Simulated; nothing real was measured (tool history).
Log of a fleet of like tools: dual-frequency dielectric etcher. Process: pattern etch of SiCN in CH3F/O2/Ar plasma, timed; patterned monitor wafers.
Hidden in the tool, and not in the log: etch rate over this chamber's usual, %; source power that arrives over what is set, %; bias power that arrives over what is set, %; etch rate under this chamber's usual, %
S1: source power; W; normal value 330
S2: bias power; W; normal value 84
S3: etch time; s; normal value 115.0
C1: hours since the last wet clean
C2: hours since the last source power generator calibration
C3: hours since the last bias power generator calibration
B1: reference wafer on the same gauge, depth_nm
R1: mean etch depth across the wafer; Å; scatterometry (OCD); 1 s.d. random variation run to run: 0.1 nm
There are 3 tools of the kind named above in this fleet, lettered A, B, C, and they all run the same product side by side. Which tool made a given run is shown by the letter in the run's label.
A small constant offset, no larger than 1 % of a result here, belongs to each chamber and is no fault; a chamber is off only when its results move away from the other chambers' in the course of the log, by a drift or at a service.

run,hour,S1,S2,S3,C1,C2,C3,B1,R1
1A,7.6,330,84,115.0,359.5,1060.3,2052.6,46.610,424.66
# hour 12.3: chamber C: source power generator calibrated
2C,14.4,330,84,115.0,310.3,2.1,1459.5,46.624,425.80
3B,23.3,330,84,115.0,493.0,1675.0,88.3,46.606,424.56
4C,29.4,330,84,115.0,325.3,17.1,1474.5,46.614,426.03
5B,34.7,330,84,115.0,504.4,1686.4,99.7,46.619,427.17
6A,42.1,330,97,90.5,394.0,1094.8,2087.1,46.591,352.54
7C,51.9,330,97,90.5,347.8,39.6,1497.0,46.593,356.59
8A,58.5,330,97,90.5,410.4,1111.2,2103.5,46.594,354.21
9B,66.1,330,84,115.0,535.8,1717.8,131.1,46.615,426.77
10B,74.0,330,104,90.0,543.7,1725.7,139.0,46.603,361.17
11A,81.3,330,104,90.0,433.2,1134.0,2126.3,46.592,358.97
12C,89.8,330,104,90.0,385.7,77.5,1534.9,46.599,365.80
13C,95.7,330,84,115.0,391.6,83.4,1540.8,46.612,432.77
# hour 97.8: chamber B: wet clean of the chamber
# hour 99.8: chamber A: wet clean of the chamber
14B,103.0,330,84,115.0,5.2,1754.7,168.0,46.630,427.79
15A,110.2,330,84,115.0,10.4,1162.9,2155.2,46.588,424.22
16A,119.7,330,84,115.0,19.9,1172.4,2164.7,46.611,425.89
17B,127.9,330,84,115.0,30.1,1779.6,192.9,46.637,426.98
18C,137.7,330,99,115.0,433.6,125.4,1582.8,46.604,464.80
19C,147.2,330,99,115.0,443.1,134.9,1592.3,46.596,465.01
20B,152.0,330,99,115.0,54.2,1803.7,217.0,46.608,454.06
21A,158.5,330,84,115.0,58.7,1211.2,2203.5,46.623,423.58
22B,164.9,330,84,115.0,67.1,1816.6,229.9,46.593,426.57
23A,174.2,330,84,115.0,74.4,1226.9,2219.2,46.601,425.65

Which is it: a chamber that has drifted or been left off by a service, a gauge drift common to all chambers, or only each chamber's usual small offset? If a chamber is off, name it and its likeliest cause.

One chamber, C, drifts off from the rest bit by bit.
Likeliest cause: etch rate over this chamber's usual, % = 2.87.

Below are 4 candidate recipes for chamber C's next run, each the usual settings with a change, their results shown as question marks. Which of them brings C's results back in line with what the other chambers give on the usual settings?
Maximum distance from the other chambers' mean on the usual settings for a result to count as in line: R1 3.60 Å
24C-1,181.2,330,85,118.0,,,,,?
24C-2,181.2,330,101,115.0,,,,,?
24C-3,181.2,300,84,115.0,,,,,?
24C-4,181.2,330,69,115.0,,,,,?

The mean the other chambers reach with the usual settings: R1 425.50 Å
run,R1
24C-1,452.59
24C-2,470.42
24C-3,424.17
24C-4,409.17
The answer is 24C-3, which returns the chamber to within the allowed miss of the others.
